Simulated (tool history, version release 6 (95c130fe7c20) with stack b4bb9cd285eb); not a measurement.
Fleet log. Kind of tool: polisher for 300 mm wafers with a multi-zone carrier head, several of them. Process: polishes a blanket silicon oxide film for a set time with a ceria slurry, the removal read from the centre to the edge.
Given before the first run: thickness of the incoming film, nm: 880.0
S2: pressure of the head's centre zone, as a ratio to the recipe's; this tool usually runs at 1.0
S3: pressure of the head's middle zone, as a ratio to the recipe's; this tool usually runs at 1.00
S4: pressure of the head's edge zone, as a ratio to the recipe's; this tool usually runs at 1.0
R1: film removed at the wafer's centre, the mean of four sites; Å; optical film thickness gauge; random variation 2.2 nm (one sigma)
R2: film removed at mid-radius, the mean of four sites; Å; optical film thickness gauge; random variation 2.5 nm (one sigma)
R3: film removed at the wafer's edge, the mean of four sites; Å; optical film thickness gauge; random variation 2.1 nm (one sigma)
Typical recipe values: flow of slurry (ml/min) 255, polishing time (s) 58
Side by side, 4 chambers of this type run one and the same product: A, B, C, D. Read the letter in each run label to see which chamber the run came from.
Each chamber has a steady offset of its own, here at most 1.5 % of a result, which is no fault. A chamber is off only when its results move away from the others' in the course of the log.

{"run": "1A", "day": 0.192, "flow of slurry (ml/min)": 255, "S2": 1.0, "S3": 1.0, "S4": 1.0, "polishing time (s)": 58, "R1": 2851.1, "R2": 2901.8, "R3": 2957.3}
{"day": 0.358, "done": "chamber A: worn pad replaced by a new one"}
{"run": "2B", "day": 0.458, "flow of slurry (ml/min)": 255, "S2": 1.0, "S3": 1.0, "S4": 1.0, "polishing time (s)": 58, "R1": 2863.1, "R2": 2859.6, "R3": 2881.9}
{"day": 0.55, "done": "chamber A: slurry nozzle cleaned"}
{"run": "3D", "day": 0.642, "flow of slurry (ml/min)": 255, "S2": 1.0, "S3": 1.0, "S4": 1.0, "polishing time (s)": 58, "R1": 2909.1, "R2": 2904.1, "R3": 2934.8}
{"run": "4C", "day": 0.846, "flow of slurry (ml/min)": 255, "S2": 1.0, "S3": 1.0, "S4": 1.0, "polishing time (s)": 58, "R1": 2896.7, "R2": 2880.3, "R3": 2871.0}
{"run": "5D", "day": 1.067, "flow of slurry (ml/min)": 255, "S2": 1.0, "S3": 1.0, "S4": 1.0, "polishing time (s)": 58, "R1": 2879.3, "R2": 2897.5, "R3": 2918.3}
{"run": "6C", "day": 1.25, "flow of slurry (ml/min)": 255, "S2": 1.0, "S3": 1.0, "S4": 1.0, "polishing time (s)": 58, "R1": 2914.2, "R2": 2916.3, "R3": 2901.3}
{"day": 1.296, "done": "chamber C: worn pad replaced by a new one"}
{"run": "7B", "day": 1.496, "flow of slurry (ml/min)": 255, "S2": 1.0, "S3": 1.0, "S4": 1.0, "polishing time (s)": 76, "R1": 3790.8, "R2": 3764.3, "R3": 3783.9}
{"run": "8A", "day": 1.688, "flow of slurry (ml/min)": 255, "S2": 1.0, "S3": 1.0, "S4": 1.0, "polishing time (s)": 76, "R1": 3756.2, "R2": 3764.4, "R3": 3839.6}
{"run": "9D", "day": 1.933, "flow of slurry (ml/min)": 255, "S2": 1.0, "S3": 1.0, "S4": 1.0, "polishing time (s)": 76, "R1": 3775.0, "R2": 3777.1, "R3": 3834.0}
{"run": "10C", "day": 2.112, "flow of slurry (ml/min)": 255, "S2": 1.0, "S3": 1.0, "S4": 1.0, "polishing time (s)": 76, "R1": 3775.1, "R2": 3798.7, "R3": 3802.9}
{"run": "11A", "day": 2.433, "flow of slurry (ml/min)": 255, "S2": 1.0, "S3": 1.0, "S4": 1.0, "polishing time (s)": 58, "R1": 2876.3, "R2": 2846.7, "R3": 2871.7}
{"run": "12B", "day": 2.617, "flow of slurry (ml/min)": 255, "S2": 1.0, "S3": 1.0, "S4": 1.0, "polishing time (s)": 58, "R1": 2931.5, "R2": 2889.5, "R3": 2903.4}
{"run": "13B", "day": 2.817, "flow of slurry (ml/min)": 255, "S2": 1.0, "S3": 1.0, "S4": 1.0, "polishing time (s)": 58, "R1": 2894.1, "R2": 2892.1, "R3": 2872.3}
{"run": "14D", "day": 3.004, "flow of slurry (ml/min)": 255, "S2": 1.0, "S3": 1.0, "S4": 1.0, "polishing time (s)": 58, "R1": 2869.6, "R2": 2945.1, "R3": 2897.4}
{"run": "15A", "day": 3.242, "flow of slurry (ml/min)": 255, "S2": 1.0, "S3": 1.0, "S4": 1.0, "polishing time (s)": 58, "R1": 2865.3, "R2": 2886.0, "R3": 2943.0}
{"day": 3.354, "done": "chamber A: worn pad replaced by a new one"}
{"day": 3.467, "done": "chamber C: centre zone pressure recalibrated"}
{"run": "16C", "day": 3.529, "flow of slurry (ml/min)": 255, "S2": 1.0, "S3": 1.0, "S4": 1.0, "polishing time (s)": 58, "R1": 2870.2, "R2": 2899.3, "R3": 2877.4}
{"day": 3.808, "done": "chamber C: worn pad replaced by a new one"}
{"day": 3.825, "done": "chamber B: worn pad replaced by a new one"}
{"run": "17B", "day": 3.825, "flow of slurry (ml/min)": 255, "S2": 0.9, "S3": 1.0, "S4": 1.0, "polishing time (s)": 58, "R1": 2579.4, "R2": 2883.1, "R3": 2897.6}
{"day": 4.083, "done": "chamber D: worn pad replaced by a new one"}
{"run": "18D", "day": 4.15, "flow of slurry (ml/min)": 255, "S2": 0.9, "S3": 1.0, "S4": 1.0, "polishing time (s)": 58, "R1": 2576.7, "R2": 2924.6, "R3": 2931.0}
{"run": "19C", "day": 4.325, "flow of slurry (ml/min)": 255, "S2": 0.9, "S3": 1.0, "S4": 1.0, "polishing time (s)": 58, "R1": 2575.9, "R2": 2927.4, "R3": 2849.9}
{"run": "20A", "day": 4.596, "flow of slurry (ml/min)": 255, "S2": 0.9, "S3": 1.0, "S4": 1.0, "polishing time (s)": 58, "R1": 2567.8, "R2": 2902.7, "R3": 2933.3}
{"run": "21B", "day": 4.812, "flow of slurry (ml/min)": 255, "S2": 1.0, "S3": 1.0, "S4": 1.0, "polishing time (s)": 58, "R1": 2881.1, "R2": 2868.5, "R3": 2909.9}
{"day": 4.85, "done": "chamber D: centre zone pressure recalibrated"}
{"run": "22C", "day": 5.079, "flow of slurry (ml/min)": 255, "S2": 1.0, "S3": 1.0, "S4": 1.0, "polishing time (s)": 58, "R1": 2909.8, "R2": 2901.9, "R3": 2905.1}
{"run": "23A", "day": 5.283, "flow of slurry (ml/min)": 255, "S2": 1.0, "S3": 1.0, "S4": 1.0, "polishing time (s)": 58, "R1": 2887.4, "R2": 2825.1, "R3": 2904.8}
{"run": "24D", "day": 5.433, "flow of slurry (ml/min)": 255, "S2": 1.0, "S3": 1.0, "S4": 1.0, "polishing time (s)": 58, "R1": 2891.6, "R2": 2882.9, "R3": 2945.0}
{"run": "25B", "day": 5.608, "flow of slurry (ml/min)": 255, "S2": 1.0, "S3": 1.0, "S4": 1.0, "polishing time (s)": 58, "R1": 2911.3, "R2": 2906.6, "R3": 2894.2}
{"run": "26D", "day": 5.817, "flow of slurry (ml/min)": 255, "S2": 1.0, "S3": 1.0, "S4": 1.0, "polishing time (s)": 58, "R1": 2870.5, "R2": 2904.3, "R3": 2930.7}
{"day": 5.892, "done": "chamber A: worn pad replaced by a new one"}
{"day": 5.962, "done": "chamber C: worn pad replaced by a new one"}
{"run": "27A", "day": 6.1, "flow of slurry (ml/min)": 255, "S2": 1.0, "S3": 1.0, "S4": 1.0, "polishing time (s)": 58, "R1": 2873.5, "R2": 2861.9, "R3": 2928.4}
{"run": "28C", "day": 6.392, "flow of slurry (ml/min)": 255, "S2": 1.0, "S3": 1.0, "S4": 1.0, "polishing time (s)": 58, "R1": 2904.6, "R2": 2915.9, "R3": 2904.4}
{"run": "29A", "day": 6.575, "flow of slurry (ml/min)": 255, "S2": 1.0, "S3": 1.0, "S4": 1.0, "polishing time (s)": 58, "R1": 2898.4, "R2": 2840.7, "R3": 2918.4}
{"run": "30D", "day": 6.838, "flow of slurry (ml/min)": 205, "S2": 0.9, "S3": 1.0, "S4": 1.0, "polishing time (s)": 58, "R1": 2480.5, "R2": 2835.0, "R3": 2843.1}
{"run": "31B", "day": 7.0, "flow of slurry (ml/min)": 205, "S2": 0.9, "S3": 1.0, "S4": 1.0, "polishing time (s)": 58, "R1": 2507.7, "R2": 2819.1, "R3": 2780.9}
{"run": "32C", "day": 7.217, "flow of slurry (ml/min)": 205, "S2": 0.9, "S3": 1.0, "S4": 1.0, "polishing time (s)": 58, "R1": 2462.9, "R2": 2813.8, "R3": 2856.6}
{"run": "33B", "day": 7.475, "flow of slurry (ml/min)": 205, "S2": 0.9, "S3": 1.0, "S4": 1.0, "polishing time (s)": 58, "R1": 2513.4, "R2": 2809.9, "R3": 2851.9}
{"run": "34C", "day": 7.721, "flow of slurry (ml/min)": 255, "S2": 1.0, "S3": 1.0, "S4": 1.0, "polishing time (s)": 58, "R1": 2894.2, "R2": 2939.9, "R3": 2887.6}
{"run": "35D", "day": 7.892, "flow of slurry (ml/min)": 255, "S2": 1.0, "S3": 1.0, "S4": 1.0, "polishing time (s)": 58, "R1": 2829.4, "R2": 2941.9, "R3": 2914.3}
{"run": "36A", "day": 8.058, "flow of slurry (ml/min)": 255, "S2": 1.0, "S3": 1.0, "S4": 1.0, "polishing time (s)": 58, "R1": 2884.3, "R2": 2872.0, "R3": 2931.2}
{"run": "37C", "day": 8.262, "flow of slurry (ml/min)": 255, "S2": 1.0, "S3": 1.0, "S4": 1.0, "polishing time (s)": 58, "R1": 2857.7, "R2": 2920.3, "R3": 2860.2}
{"run": "38D", "day": 8.429, "flow of slurry (ml/min)": 255, "S2": 1.0, "S3": 0.95, "S4": 1.1, "polishing time (s)": 58, "R1": 2860.0, "R2": 2735.8, "R3": 3067.3}

Next, every chamber runs the same settings. What will each give?
{"run": "39A", "day": 8.662, "flow of slurry (ml/min)": 255, "S2": 1.0, "S3": 1.0, "S4": 1.0, "polishing time (s)": 58, "R1": "?", "R2": "?", "R3": "?"}
{"run": "39B", "day": 8.662, "flow of slurry (ml/min)": 255, "S2": 1.0, "S3": 1.0, "S4": 1.0, "polishing time (s)": 58, "R1": "?", "R2": "?", "R3": "?"}
{"run": "39C", "day": 8.662, "flow of slurry (ml/min)": 255, "S2": 1.0, "S3": 1.0, "S4": 1.0, "polishing time (s)": 58, "R1": "?", "R2": "?", "R3": "?"}
{"run": "39D", "day": 8.662, "flow of slurry (ml/min)": 255, "S2": 1.0, "S3": 1.0, "S4": 1.0, "polishing time (s)": 58, "R1": "?", "R2": "?", "R3": "?"}

run=39A R1=2863.9 R2=2905.5 R3=2912.9
run=39B R1=2863.6 R2=2892.4 R3=2887.3
run=39C R1=2854.4 R2=2940.6 R3=2920.0
run=39D R1=2856.2 R2=2930.6 R3=2884.2
